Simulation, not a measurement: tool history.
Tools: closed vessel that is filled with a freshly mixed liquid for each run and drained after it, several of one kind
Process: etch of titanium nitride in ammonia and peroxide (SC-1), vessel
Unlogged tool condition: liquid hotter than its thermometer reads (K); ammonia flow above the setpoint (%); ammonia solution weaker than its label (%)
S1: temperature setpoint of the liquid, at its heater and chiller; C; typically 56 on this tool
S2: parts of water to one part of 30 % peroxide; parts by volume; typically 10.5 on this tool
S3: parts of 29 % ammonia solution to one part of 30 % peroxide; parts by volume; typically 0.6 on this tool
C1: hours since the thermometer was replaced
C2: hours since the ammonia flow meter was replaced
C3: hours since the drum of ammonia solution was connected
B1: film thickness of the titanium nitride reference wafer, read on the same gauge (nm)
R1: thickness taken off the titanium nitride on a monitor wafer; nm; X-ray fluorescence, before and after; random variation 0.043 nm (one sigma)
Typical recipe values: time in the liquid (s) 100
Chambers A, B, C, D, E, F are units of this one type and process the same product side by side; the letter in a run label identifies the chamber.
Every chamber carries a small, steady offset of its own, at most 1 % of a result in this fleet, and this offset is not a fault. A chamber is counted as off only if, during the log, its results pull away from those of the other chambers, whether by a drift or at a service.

run 1F hour=9.1 | S1=56 S2=10.5 S3=0.6 time_in_the_liquid_(s)=100 | C1=1005.2 C2=2254.4 C3=596.0 | B1=99.978 | R1=5.5040
run 2B hour=19.8 | S1=56 S2=10.5 S3=0.6 time_in_the_liquid_(s)=100 | C1=891.9 C2=188.9 C3=540.6 | B1=100.000 | R1=5.6387
run 3C hour=32.6 | S1=56 S2=10.5 S3=0.6 time_in_the_liquid_(s)=100 | C1=778.9 C2=122.4 C3=157.7 | B1=100.020 | R1=5.5543
run 4A hour=45.8 | S1=56 S2=10.5 S3=0.6 time_in_the_liquid_(s)=100 | C1=574.3 C2=1131.7 C3=109.5 | B1=99.988 | R1=5.6362
run 5D hour=54.6 | S1=56 S2=10.5 S3=0.6 time_in_the_liquid_(s)=100 | C1=1551.4 C2=1811.5 C3=255.5 | B1=100.000 | R1=5.5374
run 6E hour=62.7 | S1=56 S2=10.5 S3=0.6 time_in_the_liquid_(s)=100 | C1=1373.5 C2=479.2 C3=237.2 | B1=100.040 | R1=5.5628
-- hour=68.7 chamber F: ammonia flow meter replaced
run 7E hour=71.5 | S1=56 S2=10.5 S3=0.6 time_in_the_liquid_(s)=100 | C1=1382.3 C2=488.0 C3=246.0 | B1=100.020 | R1=5.5769
run 8B hour=83.3 | S1=56 S2=10.5 S3=0.6 time_in_the_liquid_(s)=100 | C1=955.4 C2=252.4 C3=604.1 | B1=99.994 | R1=5.5726
-- hour=84.2 chamber D: new drum of ammonia solution connected
run 9C hour=92.0 | S1=56 S2=10.5 S3=0.6 time_in_the_liquid_(s)=50 | C1=838.3 C2=181.8 C3=217.1 | B1=99.991 | R1=2.7964
run 10D hour=104.2 | S1=56 S2=10.5 S3=0.6 time_in_the_liquid_(s)=50 | C1=1601.0 C2=1861.1 C3=20.1 | B1=100.050 | R1=2.8169
run 11A hour=115.5 | S1=56 S2=10.5 S3=0.6 time_in_the_liquid_(s)=50 | C1=644.0 C2=1201.4 C3=179.2 | B1=100.050 | R1=2.8183
run 12F hour=124.8 | S1=56 S2=10.5 S3=0.6 time_in_the_liquid_(s)=50 | C1=1120.9 C2=56.2 C3=711.7 | B1=100.010 | R1=2.7314
-- hour=129.7 chamber B: new drum of ammonia solution connected
run 13E hour=131.7 | S1=56 S2=10.5 S3=0.6 time_in_the_liquid_(s)=50 | C1=1442.5 C2=548.2 C3=306.2 | B1=100.010 | R1=2.7520
run 14F hour=143.0 | S1=56 S2=10.5 S3=0.6 time_in_the_liquid_(s)=50 | C1=1139.1 C2=74.4 C3=729.9 | B1=100.010 | R1=2.7081
run 15A hour=152.1 | S1=56 S2=10.5 S3=0.6 time_in_the_liquid_(s)=100 | C1=680.6 C2=1238.0 C3=215.8 | B1=100.020 | R1=5.6258
run 16B hour=165.0 | S1=56 S2=10.5 S3=0.6 time_in_the_liquid_(s)=100 | C1=1037.1 C2=334.1 C3=35.4 | B1=100.030 | R1=5.6137
run 17D hour=174.7 | S1=56 S2=10.5 S3=0.6 time_in_the_liquid_(s)=100 | C1=1671.5 C2=1931.6 C3=90.6 | B1=100.030 | R1=5.5652
run 18C hour=181.6 | S1=56 S2=10.5 S3=0.6 time_in_the_liquid_(s)=100 | C1=927.9 C2=271.4 C3=306.7 | B1=99.969 | R1=5.5745
-- hour=183.9 chamber C: new drum of ammonia solution connected
-- hour=194.7 chamber E: new drum of ammonia solution connected
run 19C hour=194.7 | S1=56 S2=10.5 S3=0.6 time_in_the_liquid_(s)=100 | C1=941.0 C2=284.5 C3=10.8 | B1=100.020 | R1=5.5367
run 20F hour=203.3 | S1=56 S2=10.5 S3=0.6 time_in_the_liquid_(s)=100 | C1=1199.4 C2=134.7 C3=790.2 | B1=99.982 | R1=5.6293
run 21B hour=215.8 | S1=56 S2=6.5 S3=0.9 time_in_the_liquid_(s)=100 | C1=1087.9 C2=384.9 C3=86.2 | B1=99.981 | R1=7.4873
run 22A hour=228.8 | S1=56 S2=6.5 S3=0.9 time_in_the_liquid_(s)=100 | C1=757.3 C2=1314.7 C3=292.5 | B1=99.950 | R1=7.4643
-- hour=233.7 chamber F: new drum of ammonia solution connected
run 23E hour=237.4 | S1=56 S2=6.5 S3=0.9 time_in_the_liquid_(s)=100 | C1=1548.2 C2=653.9 C3=42.7 | B1=99.995 | R1=7.4857
run 24D hour=245.0 | S1=56 S2=6.5 S3=0.9 time_in_the_liquid_(s)=100 | C1=1741.8 C2=2001.9 C3=160.9 | B1=99.995 | R1=7.5292
run 25B hour=255.7 | S1=56 S2=6.5 S3=0.9 time_in_the_liquid_(s)=100 | C1=1127.8 C2=424.8 C3=126.1 | B1=100.010 | R1=7.6224
run 26F hour=265.9 | S1=56 S2=6.5 S3=0.9 time_in_the_liquid_(s)=100 | C1=1262.0 C2=197.3 C3=32.3 | B1=99.981 | R1=7.6600
run 27D hour=273.2 | S1=56 S2=10.5 S3=0.6 time_in_the_liquid_(s)=100 | C1=1770.0 C2=2030.1 C3=189.1 | B1=99.975 | R1=5.5606
run 28A hour=286.5 | S1=56 S2=9.0 S3=0.6 time_in_the_liquid_(s)=100 | C1=815.0 C2=1372.4 C3=350.2 | B1=99.995 | R1=6.1058
run 29E hour=298.4 | S1=56 S2=9.0 S3=0.6 time_in_the_liquid_(s)=100 | C1=1609.2 C2=714.9 C3=103.7 | B1=100.010 | R1=6.0453
run 30C hour=306.0 | S1=56 S2=9.0 S3=0.6 time_in_the_liquid_(s)=100 | C1=1052.3 C2=395.8 C3=122.1 | B1=99.982 | R1=6.1022
run 31C hour=313.2 | S1=56 S2=9.0 S3=0.6 time_in_the_liquid_(s)=100 | C1=1059.5 C2=403.0 C3=129.3 | B1=100.010 | R1=6.0947
run 32B hour=320.3 | S1=56 S2=9.0 S3=0.6 time_in_the_liquid_(s)=100 | C1=1192.4 C2=489.4 C3=190.7 | B1=99.999 | R1=6.0008
run 33F hour=332.5 | S1=56 S2=9.0 S3=0.6 time_in_the_liquid_(s)=100 | C1=1328.6 C2=263.9 C3=98.9 | B1=99.993 | R1=6.2613
run 34A hour=343.0 | S1=56 S2=10.5 S3=0.6 time_in_the_liquid_(s)=100 | C1=871.5 C2=1428.9 C3=406.7 | B1=99.997 | R1=5.6872
run 35D hour=352.2 | S1=56 S2=10.5 S3=0.6 time_in_the_liquid_(s)=100 | C1=1849.0 C2=2109.1 C3=268.1 | B1=99.982 | R1=5.5327
run 36E hour=362.2 | S1=56 S2=8.5 S3=0.6 time_in_the_liquid_(s)=100 | C1=1673.0 C2=778.7 C3=167.5 | B1=99.989 | R1=6.0888
run 37F hour=369.4 | S1=56 S2=8.5 S3=0.6 time_in_the_liquid_(s)=100 | C1=1365.5 C2=300.8 C3=135.8 | B1=100.020 | R1=6.5283
run 38D hour=376.1 | S1=56 S2=8.5 S3=0.6 time_in_the_liquid_(s)=100 | C1=1872.9 C2=2133.0 C3=292.0 | B1=100.010 | R1=6.1453
-- hour=380.9 chamber C: thermometer replaced
run 39B hour=388.1 | S1=56 S2=8.5 S3=0.6 time_in_the_liquid_(s)=100 | C1=1260.2 C2=557.2 C3=258.5 | B1=99.971 | R1=6.2875
-- hour=394.5 chamber A: ammonia flow meter replaced
run 40E hour=394.7 | S1=56 S2=8.5 S3=0.6 time_in_the_liquid_(s)=100 | C1=1705.5 C2=811.2 C3=200.0 | B1=99.982 | R1=6.2089
run 41A hour=406.3 | S1=56 S2=8.5 S3=0.6 time_in_the_liquid_(s)=100 | C1=934.8 C2=11.8 C3=470.0 | B1=100.010 | R1=6.2117
run 42C hour=415.1 | S1=56 S2=10.5 S3=0.6 time_in_the_liquid_(s)=100 | C1=34.2 C2=504.9 C3=231.2 | B1=99.997 | R1=5.5896
run 43F hour=421.4 | S1=56 S2=10.5 S3=0.6 time_in_the_liquid_(s)=100 | C1=1417.5 C2=352.8 C3=187.8 | B1=100.010 | R1=5.9163

Which is it: a chamber that has drifted or been left off by a service, a gauge drift common to all chambers, or only each chamber's usual small offset? If a chamber is off, name it and its likeliest cause.

One chamber, F, drifts off from the rest bit by bit.
Likeliest cause: liquid hotter than its thermometer reads (K) = 1.16.

Below are 4 candidate recipes for chamber F's next run, each the usual settings with a change, their results shown as question marks. Which of them brings F's results back in line with what the other chambers give on the usual settings?
Maximum distance from the other chambers' mean on the usual settings for a result to count as in line: R1 0.1500 nm
run 44F-1 hour=431.0 | S1=55 S2=10.5 S3=0.60 time_in_the_liquid_(s)=100 | R1=?
run 44F-2 hour=431.0 | S1=56 S2=10.5 S3=0.55 time_in_the_liquid_(s)=100 | R1=?
run 44F-3 hour=431.0 | S1=56 S2=10.0 S3=0.60 time_in_the_liquid_(s)=105 | R1=?
run 44F-4 hour=431.0 | S1=56 S2=10.0 S3=0.60 time_in_the_liquid_(s)=100 | R1=?

On the usual settings, the other chambers give on average: R1 5.5660 nm
run=44F-1 R1=5.5410
run=44F-2 R1=5.8451
run=44F-3 R1=6.3888
run=44F-4 R1=6.0846
It is 44F-1 that realigns the chamber with its peers.
